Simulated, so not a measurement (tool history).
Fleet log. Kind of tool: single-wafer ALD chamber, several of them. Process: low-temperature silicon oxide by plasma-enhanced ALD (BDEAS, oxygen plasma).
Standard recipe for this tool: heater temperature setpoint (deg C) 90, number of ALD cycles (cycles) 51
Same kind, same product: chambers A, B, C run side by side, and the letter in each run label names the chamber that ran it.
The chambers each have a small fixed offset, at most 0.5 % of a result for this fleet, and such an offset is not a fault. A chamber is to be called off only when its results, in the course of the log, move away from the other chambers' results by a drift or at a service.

run     day  heater temperature setpoint (deg C)  number of ALD cycles (cycles)  read-back reference wafer on the same gauge, thickness_nm  mean film thickness on the monitor wafer (nm)
 1B   0.467                                   90                             51                                                     7.6629                                         7.5758
 2A   0.825                                   90                             51                                                     7.6634                                         7.5319
 3C   1.112                                   90                             51                                                     7.6642                                         7.5411
 4B   1.412                                   90                             51                                                     7.6678                                         7.5795
 5C   1.700                                   90                             51                                                     7.6675                                         7.5264
 6A   2.208                                   90                             51                                                     7.6693                                         7.5331
 7C   2.550                                   90                             51                                                     7.6701                                         7.5270
 8A   3.104                                   90                             51                                                     7.6719                                         7.5737
 9B   3.492                                   90                             51                                                     7.6752                                         7.6003
10A   3.904                                   90                             51                                                     7.6797                                         7.5594
11B   4.462                                   90                             51                                                     7.6805                                         7.5952
12C   4.883                                   90                             51                                                     7.6814                                         7.5535
13A   5.146                                   85                             60                                                     7.6828                                         9.0799
14B   5.517                                   85                             60                                                     7.6838                                         9.0925
15C   5.929                                   85                             60                                                     7.6849                                         9.0498
16C   6.300                                   84                             51                                                     7.6872                                         7.7099
17A   6.650                                   84                             51                                                     7.6889                                         7.7340
18B   7.212                                   84                             51                                                     7.6913                                         7.7649
19A   7.517                                   90                             51                                                     7.6925                                         7.5598
20B   8.008                                   90                             51                                                     7.6940                                         7.6217
21C   8.262                                   90                             51                                                     7.6959                                         7.5508
22B   8.692                                   90                             51                                                     7.6948                                         7.6257
23A   9.208                                  103                             60                                                     7.7020                                         8.5424
24C   9.508                                  103                             60                                                     7.6979                                         8.5533
25B  10.008                                  103                             60                                                     7.7036                                         8.5976

Predict what each chamber gives when all 3 of them run the settings below next.
26A  10.417                                   90                             51                                                                                                         ?
26B  10.417                                   90                             51                                                                                                         ?
26C  10.417                                   90                             51                                                                                                         ?

run  mean film thickness on the monitor wafer (nm)
26A                                         7.5885
26B                                         7.6120
26C                                         7.5595
